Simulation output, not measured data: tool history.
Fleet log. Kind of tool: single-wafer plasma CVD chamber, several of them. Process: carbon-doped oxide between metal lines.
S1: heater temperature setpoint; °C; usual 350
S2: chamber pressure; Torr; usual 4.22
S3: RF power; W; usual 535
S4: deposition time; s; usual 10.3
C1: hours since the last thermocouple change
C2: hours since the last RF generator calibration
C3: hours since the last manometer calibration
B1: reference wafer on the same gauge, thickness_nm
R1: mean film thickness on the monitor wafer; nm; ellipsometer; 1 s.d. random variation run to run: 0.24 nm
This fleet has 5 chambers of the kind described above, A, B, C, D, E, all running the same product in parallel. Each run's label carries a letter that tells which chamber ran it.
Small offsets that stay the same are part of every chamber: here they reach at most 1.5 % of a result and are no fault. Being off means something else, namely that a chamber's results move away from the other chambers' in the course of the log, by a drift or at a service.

-- hour=3.6 chamber E: RF generator calibrated
run 1A hour=4.9 | S1=350 S2=4.22 S3=535 S4=10.3 | C1=469.5 C2=1239.4 C3=288.2 | B1=50.223 | R1=54.178
run 2C hour=9.4 | S1=350 S2=4.22 S3=535 S4=10.3 | C1=531.7 C2=1127.3 C3=1592.7 | B1=50.224 | R1=54.543
run 3D hour=15.9 | S1=350 S2=4.22 S3=535 S4=10.3 | C1=142 C2=29.4 C3=2718.4 | B1=50.196 | R1=54.439
run 4E hour=21.9 | S1=350 S2=4.22 S3=535 S4=10.3 | C1=338.5 C2=18.4 C3=290.4 | B1=50.167 | R1=54.036
run 5B hour=26.1 | S1=350 S2=4.22 S3=535 S4=10.3 | C1=600.5 C2=658.6 C3=1528.2 | B1=50.172 | R1=54.903
run 6B hour=32.1 | S1=350 S2=4.22 S3=535 S4=10.3 | C1=606.5 C2=664.6 C3=1534.2 | B1=50.185 | R1=55.738
run 7A hour=37.2 | S1=350 S2=4.22 S3=535 S4=10.3 | C1=501.8 C2=1271.7 C3=320.5 | B1=50.191 | R1=55.317
run 8D hour=41.2 | S1=350 S2=4.22 S3=535 S4=10.3 | C1=167.3 C2=54.7 C3=2743.7 | B1=50.206 | R1=54.306
run 9C hour=47.7 | S1=350 S2=4.22 S3=535 S4=10.3 | C1=570 C2=1165.6 C3=1631 | B1=50.174 | R1=54.407
run 10E hour=54 | S1=350 S2=4.22 S3=535 S4=10.3 | C1=370.6 C2=50.5 C3=322.5 | B1=50.194 | R1=54.026
run 11B hour=60.2 | S1=350 S2=4.22 S3=535 S4=10.3 | C1=634.6 C2=692.7 C3=1562.3 | B1=50.21 | R1=55.097
run 12A hour=64.4 | S1=350 S2=4.22 S3=535 S4=10.3 | C1=529 C2=1298.9 C3=347.7 | B1=50.203 | R1=54.452
run 13C hour=68.7 | S1=350 S2=4.22 S3=535 S4=10.3 | C1=591 C2=1186.6 C3=1652 | B1=50.205 | R1=54.359
run 14D hour=74.9 | S1=350 S2=4.22 S3=535 S4=10.3 | C1=201 C2=88.4 C3=2777.4 | B1=50.214 | R1=54.711
run 15E hour=80.9 | S1=350 S2=4.22 S3=535 S4=10.3 | C1=397.5 C2=77.4 C3=349.4 | B1=50.156 | R1=53.909
run 16C hour=86.2 | S1=350 S2=4.22 S3=535 S4=10.3 | C1=608.5 C2=1204.1 C3=1669.5 | B1=50.223 | R1=54.591
run 17E hour=90.3 | S1=350 S2=4.22 S3=535 S4=10.3 | C1=406.9 C2=86.8 C3=358.8 | B1=50.235 | R1=53.774
run 18D hour=96.7 | S1=350 S2=4.22 S3=535 S4=10.3 | C1=222.8 C2=110.2 C3=2799.2 | B1=50.198 | R1=54.894
run 19B hour=103.2 | S1=350 S2=4.22 S3=535 S4=10.3 | C1=677.6 C2=735.7 C3=1605.3 | B1=50.218 | R1=54.98
run 20A hour=108.4 | S1=350 S2=4.22 S3=535 S4=10.3 | C1=573 C2=1342.9 C3=391.7 | B1=50.251 | R1=54.625
run 21A hour=115.5 | S1=350 S2=4.22 S3=535 S4=10.3 | C1=580.1 C2=1350 C3=398.8 | B1=50.233 | R1=54.682
run 22B hour=120.5 | S1=350 S2=4.22 S3=535 S4=10.3 | C1=694.9 C2=753 C3=1622.6 | B1=50.24 | R1=54.833
run 23E hour=127.3 | S1=350 S2=4.22 S3=535 S4=10.3 | C1=443.9 C2=123.8 C3=395.8 | B1=50.174 | R1=54.02
run 24D hour=131.7 | S1=350 S2=4.22 S3=535 S4=10.3 | C1=257.8 C2=145.2 C3=2834.2 | B1=50.227 | R1=55.091
run 25C hour=136.6 | S1=340 S2=3.26 S3=535 S4=10.3 | C1=658.9 C2=1254.5 C3=1719.9 | B1=50.185 | R1=54.369
run 26B hour=144.1 | S1=340 S2=3.26 S3=535 S4=10.3 | C1=718.5 C2=776.6 C3=1646.2 | B1=50.189 | R1=54.842
run 27C hour=151.2 | S1=340 S2=3.26 S3=535 S4=10.3 | C1=673.5 C2=1269.1 C3=1734.5 | B1=50.202 | R1=54.233
run 28E hour=157.5 | S1=340 S2=3.26 S3=535 S4=10.3 | C1=474.1 C2=154 C3=426 | B1=50.209 | R1=53.863
run 29A hour=162 | S1=340 S2=3.26 S3=535 S4=10.3 | C1=626.6 C2=1396.5 C3=445.3 | B1=50.184 | R1=54.579
run 30D hour=166.2 | S1=350 S2=4.22 S3=535 S4=10.3 | C1=292.3 C2=179.7 C3=2868.7 | B1=50.154 | R1=54.371
run 31E hour=170.8 | S1=350 S2=4.22 S3=535 S4=10.3 | C1=487.4 C2=167.3 C3=439.3 | B1=50.161 | R1=53.72

What goes on in this fleet: one chamber off, a drifting gauge, or nothing beyond the chambers' own small offsets? Name the chamber and the cause, if any.

No chamber stands off beyond its own small offset, and the gauge holds steady.
